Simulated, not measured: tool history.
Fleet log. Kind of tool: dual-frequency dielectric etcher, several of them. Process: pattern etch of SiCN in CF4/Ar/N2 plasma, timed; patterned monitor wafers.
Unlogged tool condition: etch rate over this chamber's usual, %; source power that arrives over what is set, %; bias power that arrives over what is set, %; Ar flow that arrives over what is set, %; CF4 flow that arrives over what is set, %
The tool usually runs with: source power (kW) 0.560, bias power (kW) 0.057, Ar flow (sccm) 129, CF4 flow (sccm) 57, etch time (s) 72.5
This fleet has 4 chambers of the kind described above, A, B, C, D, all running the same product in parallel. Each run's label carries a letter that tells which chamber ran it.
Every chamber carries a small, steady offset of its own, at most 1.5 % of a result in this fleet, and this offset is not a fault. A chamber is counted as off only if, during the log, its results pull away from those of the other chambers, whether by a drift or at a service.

run,hour,source power (kW),bias power (kW),Ar flow (sccm),CF4 flow (sccm),etch time (s),hours since the last wet clean,hours since the last source power generator calibration,hours since the last bias power generator calibration,hours since the last Ar flow controller change,hours since the last CF4 flow controller change,"read-back reference wafer on the same gauge, depth_nm",mean etch depth across the wafer (Å)
1D,3.4,0.560,0.057,129,57,72.5,416.9,1461.2,445.7,4090.3,521.0,74.141,651.41
2B,6.3,0.560,0.057,129,57,72.5,177.2,160.4,1921.1,1539.3,1468.4,74.184,653.59
3A,9.2,0.560,0.057,129,57,72.5,327.0,2833.4,1636.7,106.2,1396.1,74.127,649.93
4C,13.0,0.560,0.057,129,57,72.5,172.6,1365.6,976.0,2639.9,2403.9,74.253,646.76
5C,17.4,0.560,0.057,129,57,72.5,177.0,1370.0,980.4,2644.3,2408.3,74.197,650.90
6D,20.0,0.560,0.057,129,52,72.5,433.5,1477.8,462.3,4106.9,537.6,74.162,638.84
7B,24.3,0.560,0.057,129,52,72.5,195.2,178.4,1939.1,1557.3,1486.4,74.144,639.37
8A,27.6,0.560,0.057,129,52,72.5,345.4,2851.8,1655.1,124.6,1414.5,74.289,641.62
9A,32.6,0.560,0.057,129,52,72.5,350.4,2856.8,1660.1,129.6,1419.5,74.135,638.64
10C,37.0,0.560,0.057,129,57,72.5,196.6,1389.6,1000.0,2663.9,2427.9,74.230,646.37
11D,39.7,0.560,0.065,129,57,72.5,453.2,1497.5,482.0,4126.6,557.3,74.272,680.00
# hour 40.4: chamber D: wet clean of the chamber
12B,43.9,0.560,0.065,129,57,72.5,214.8,198.0,1958.7,1576.9,1506.0,74.138,685.48
13B,47.9,0.560,0.065,129,57,72.5,218.8,202.0,1962.7,1580.9,1510.0,74.177,690.37
14A,50.8,0.560,0.065,129,57,72.5,368.6,2875.0,1678.3,147.8,1437.7,74.209,675.82
15C,55.9,0.560,0.057,129,57,72.5,215.5,1408.5,1018.9,2682.8,2446.8,74.203,648.29
16D,58.8,0.560,0.057,129,57,72.5,18.4,1516.6,501.1,4145.7,576.4,74.260,652.15
17A,61.7,0.560,0.057,129,57,72.5,379.5,2885.9,1689.2,158.7,1448.6,74.303,656.47
18C,64.3,0.560,0.057,129,57,72.5,223.9,1416.9,1027.3,2691.2,2455.2,74.159,650.64
19D,66.6,0.560,0.057,129,57,72.5,26.2,1524.4,508.9,4153.5,584.2,74.317,648.75
20B,70.7,0.560,0.057,129,57,72.5,241.6,224.8,1985.5,1603.7,1532.8,74.218,657.11
21D,73.8,0.560,0.057,129,57,72.5,33.4,1531.6,516.1,4160.7,591.4,74.201,651.32
22A,77.3,0.560,0.057,129,57,72.5,395.1,2901.5,1704.8,174.3,1464.2,74.252,651.74
23B,81.4,0.560,0.057,129,57,72.5,252.3,235.5,1996.2,1614.4,1543.5,74.149,656.46
24C,86.2,0.560,0.057,129,57,72.5,245.8,1438.8,1049.2,2713.1,2477.1,74.215,645.56
25C,88.6,0.560,0.057,129,57,72.5,248.2,1441.2,1051.6,2715.5,2479.5,74.311,647.84
# hour 90.5: chamber A: wet clean of the chamber
26D,92.5,0.560,0.057,129,57,72.5,52.1,1550.3,534.8,4179.4,610.1,74.277,646.49
27A,94.8,0.560,0.057,129,57,72.5,4.4,2919.0,1722.3,191.8,1481.7,74.309,677.55
28B,97.3,0.670,0.057,129,70,72.5,268.2,251.4,2012.1,1630.3,1559.4,74.168,793.97
29C,100.0,0.670,0.057,129,70,72.5,259.6,1452.6,1063.0,2726.9,2490.9,74.091,788.14
30D,104.7,0.670,0.057,129,70,72.5,64.3,1562.5,547.0,4191.6,622.3,74.279,780.06
31A,107.5,0.670,0.057,129,70,72.5,17.1,2931.7,1735.0,204.5,1494.4,74.192,829.30
32B,110.4,0.560,0.057,129,57,72.5,281.3,264.5,2025.2,1643.4,1572.5,74.195,657.04
33D,114.0,0.560,0.057,129,57,72.5,73.6,1571.8,556.3,4200.9,631.6,74.181,645.58
34A,117.0,0.560,0.057,129,57,72.5,26.6,2941.2,1744.5,214.0,1503.9,74.215,676.39
35C,120.8,0.560,0.057,129,57,72.5,280.4,1473.4,1083.8,2747.7,2511.7,74.206,654.03
36B,123.0,0.560,0.057,129,57,72.5,293.9,277.1,2037.8,1656.0,1585.1,74.199,654.10
37B,127.1,0.560,0.057,129,57,72.5,298.0,281.2,2041.9,1660.1,1589.2,74.205,659.43
38A,130.8,0.560,0.057,129,57,72.5,40.4,2955.0,1758.3,227.8,1517.7,74.119,672.48
39D,135.7,0.560,0.057,129,57,72.5,95.3,1593.5,578.0,4222.6,653.3,74.266,651.90
40C,140.5,0.560,0.057,129,57,72.5,300.1,1493.1,1103.5,2767.4,2531.4,74.250,654.08
41A,143.4,0.520,0.068,129,57,72.5,53.0,2967.6,1770.9,240.4,1530.3,74.134,680.38

Next, all 4 chambers run the settings below, one line each with question marks for the results. What does each chamber give?
42A,147.1,0.640,0.057,129,57,72.5,,,,,,,?
42B,147.1,0.640,0.057,129,57,72.5,,,,,,,?
42C,147.1,0.640,0.057,129,57,72.5,,,,,,,?
42D,147.1,0.640,0.057,129,57,72.5,,,,,,,?

run,mean etch depth across the wafer (Å)
42A,766.68
42B,735.04
42C,722.42
42D,734.58

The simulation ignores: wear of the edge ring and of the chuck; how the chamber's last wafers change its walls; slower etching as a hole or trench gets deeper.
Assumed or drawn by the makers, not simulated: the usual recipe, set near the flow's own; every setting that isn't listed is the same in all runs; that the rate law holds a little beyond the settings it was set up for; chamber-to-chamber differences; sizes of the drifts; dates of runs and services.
